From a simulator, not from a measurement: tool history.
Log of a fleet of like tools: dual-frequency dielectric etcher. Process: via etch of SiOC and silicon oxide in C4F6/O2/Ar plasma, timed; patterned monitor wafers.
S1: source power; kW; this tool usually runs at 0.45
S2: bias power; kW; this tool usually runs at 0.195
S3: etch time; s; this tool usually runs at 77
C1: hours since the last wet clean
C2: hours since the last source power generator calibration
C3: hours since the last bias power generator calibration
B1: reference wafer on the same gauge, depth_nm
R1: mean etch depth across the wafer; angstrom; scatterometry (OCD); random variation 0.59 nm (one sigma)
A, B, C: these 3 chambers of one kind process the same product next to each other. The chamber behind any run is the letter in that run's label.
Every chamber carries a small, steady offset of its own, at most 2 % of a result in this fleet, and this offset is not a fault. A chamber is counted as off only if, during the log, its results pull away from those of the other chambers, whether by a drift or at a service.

run,hour,S1,S2,S3,C1,C2,C3,B1,R1
1B,4.2,0.45,0.195,77,363.3,24.9,4310.3,104.91,934.53
2A,8.1,0.45,0.195,77,117.9,1898.1,983,105.09,926.77
3C,10.7,0.45,0.195,77,361.6,1076,1801.5,104.93,954.22
4C,15.4,0.45,0.195,77,366.3,1080.7,1806.2,105.02,947.65
5B,19.5,0.45,0.195,77,378.6,40.2,4325.6,104.95,928.34
6A,22.1,0.45,0.195,77,131.9,1912.1,997,105.1,920.2
7C,25.2,0.45,0.195,77,376.1,1090.5,1816,104.98,954.57
8A,30.1,0.45,0.195,77,139.9,1920.1,1005,104.94,927.38
9B,35.7,0.45,0.195,77,394.8,56.4,4341.8,104.89,927.82
10B,40.8,0.45,0.195,77,399.9,61.5,4346.9,105.03,939.71
11A,43.7,0.45,0.195,77,153.5,1933.7,1018.6,104.96,929.09
12C,46.9,0.45,0.195,77,397.8,1112.2,1837.7,104.81,967.07
13A,50,0.45,0.195,77,159.8,1940,1024.9,105.04,929.32
# hour 51.9: chamber B: wet clean of the chamber
14B,52.8,0.45,0.195,77,0.9,73.5,4358.9,104.89,939.09
15C,57.2,0.45,0.195,77,408.1,1122.5,1848,104.84,949.69
16C,60.6,0.45,0.195,77,411.5,1125.9,1851.4,104.95,958.63
# hour 62.9: chamber C: wet clean of the chamber
17A,63.4,0.45,0.233,77,173.2,1953.4,1038.3,105.11,984.92
18B,68.3,0.45,0.233,77,16.4,89,4374.4,104.93,983.54
19B,72.9,0.45,0.233,77,21,93.6,4379,105.28,984.49
20A,76.1,0.45,0.195,77,185.9,1966.1,1051,105,929.71
21C,79.7,0.45,0.195,77,16.9,1145,1870.5,104.79,999.15
22B,84.6,0.45,0.195,77,32.7,105.3,4390.7,104.99,937.9
23A,89,0.45,0.195,77,198.8,1979,1063.9,105.05,925.98
24C,91.6,0.45,0.195,77,28.8,1156.9,1882.4,104.95,991.03
25B,95.8,0.45,0.195,77,43.9,116.5,4401.9,104.97,932.08
26C,98.4,0.45,0.195,77,35.6,1163.7,1889.2,105.02,990
27A,103.6,0.45,0.195,77,213.4,1993.6,1078.5,105.09,935.46
28C,108.9,0.45,0.195,77,46.1,1174.2,1899.7,105.05,1000.2
29A,114.6,0.37,0.213,77,224.4,2004.6,1089.5,105.12,882.75
30B,118.4,0.37,0.213,77,66.5,139.1,4424.5,105.12,892.01
31B,123.1,0.37,0.213,77,71.2,143.8,4429.2,105.14,895.61
32C,125.7,0.45,0.195,77,62.9,1191,1916.5,105.09,991.48
33A,130.3,0.45,0.195,77,240.1,2020.3,1105.2,104.94,928.86
34B,133.6,0.45,0.195,77,81.7,154.3,4439.7,104.9,936.21
35A,136.9,0.45,0.195,68,246.7,2026.9,1111.8,104.95,814.53

Next, every chamber runs the same settings. What will each give?
36A,141.1,0.45,0.209,77,,,,,?
36B,141.1,0.45,0.209,77,,,,,?
36C,141.1,0.45,0.209,77,,,,,?

run,R1
36A,948.35
36B,955.67
36C,1008.6
